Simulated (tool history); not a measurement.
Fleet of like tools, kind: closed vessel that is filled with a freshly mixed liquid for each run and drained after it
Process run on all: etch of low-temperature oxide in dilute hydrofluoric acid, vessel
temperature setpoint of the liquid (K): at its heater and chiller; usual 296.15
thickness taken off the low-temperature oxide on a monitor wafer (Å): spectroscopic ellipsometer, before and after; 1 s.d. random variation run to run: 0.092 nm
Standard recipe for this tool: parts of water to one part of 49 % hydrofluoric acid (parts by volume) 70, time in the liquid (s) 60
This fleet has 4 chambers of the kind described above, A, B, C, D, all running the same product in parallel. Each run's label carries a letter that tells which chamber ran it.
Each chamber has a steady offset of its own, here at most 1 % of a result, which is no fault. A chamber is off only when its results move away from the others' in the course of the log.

| run | day | temperature setpoint of the liquid (K) | parts of water to one part of 49 % hydrofluoric acid (parts by volume) | time in the liquid (s) | read-back film thickness of the low-temperature oxide reference wafer, read on the same gauge (nm) | thickness taken off the low-temperature oxide on a monitor wafer (Å) |
|---|---|---|---|---|---|---|
| 1A | 0.350 | 296.15 | 70 | 60 | 40.042 | 278.08 |
| 2B | 0.588 | 296.15 | 70 | 60 | 39.991 | 280.15 |
| 3C | 0.912 | 296.15 | 70 | 60 | 39.972 | 280.14 |
| 4D | 1.183 | 296.15 | 70 | 60 | 40.038 | 281.01 |
| 5C | 1.396 | 296.15 | 70 | 60 | 40.011 | 280.08 |
| 6D | 1.750 | 296.15 | 70 | 60 | 40.016 | 280.36 |
| 7B | 1.917 | 296.15 | 70 | 60 | 40.000 | 282.60 |
| 8A | 2.071 | 296.15 | 70 | 60 | 40.018 | 280.38 |
|  | 2.421 | chamber B: thermometer replaced |
| 9D | 2.425 | 296.15 | 70 | 60 | 39.995 | 280.25 |
| 10C | 2.704 | 296.15 | 60 | 35 | 39.985 | 192.36 |
| 11B | 3.000 | 296.15 | 60 | 35 | 40.008 | 193.43 |
| 12A | 3.329 | 296.15 | 60 | 35 | 40.000 | 193.07 |
| 13D | 3.550 | 296.15 | 60 | 35 | 40.006 | 194.70 |
| 14A | 3.888 | 296.15 | 70 | 60 | 40.022 | 279.83 |
| 15C | 4.092 | 296.15 | 70 | 60 | 40.022 | 279.36 |
| 16B | 4.367 | 296.15 | 70 | 60 | 39.975 | 281.86 |
| 17D | 4.688 | 296.15 | 70 | 60 | 39.995 | 282.83 |
| 18C | 4.988 | 296.15 | 70 | 60 | 40.011 | 279.48 |
| 19A | 5.204 | 296.15 | 70 | 60 | 40.017 | 279.31 |
| 20B | 5.508 | 296.15 | 70 | 60 | 39.998 | 282.58 |
| 21C | 5.738 | 296.15 | 70 | 60 | 39.995 | 280.52 |
| 22B | 5.988 | 296.15 | 70 | 60 | 40.008 | 282.02 |
| 23A | 6.208 | 296.15 | 70 | 60 | 40.027 | 278.39 |
| 24D | 6.471 | 296.15 | 70 | 60 | 39.998 | 281.22 |
| 25D | 6.738 | 296.15 | 70 | 60 | 39.993 | 280.43 |
| 26C | 7.058 | 296.15 | 70 | 95 | 39.985 | 443.21 |
| 27A | 7.254 | 296.15 | 70 | 95 | 39.993 | 443.16 |

Is one chamber out of step, is the gauge drifting, or do the chambers differ by no more than their own small offsets? For an off chamber, give its letter and the likeliest cause.

No chamber is off and the gauge is stable; the differences are just each chamber's small, constant offset.

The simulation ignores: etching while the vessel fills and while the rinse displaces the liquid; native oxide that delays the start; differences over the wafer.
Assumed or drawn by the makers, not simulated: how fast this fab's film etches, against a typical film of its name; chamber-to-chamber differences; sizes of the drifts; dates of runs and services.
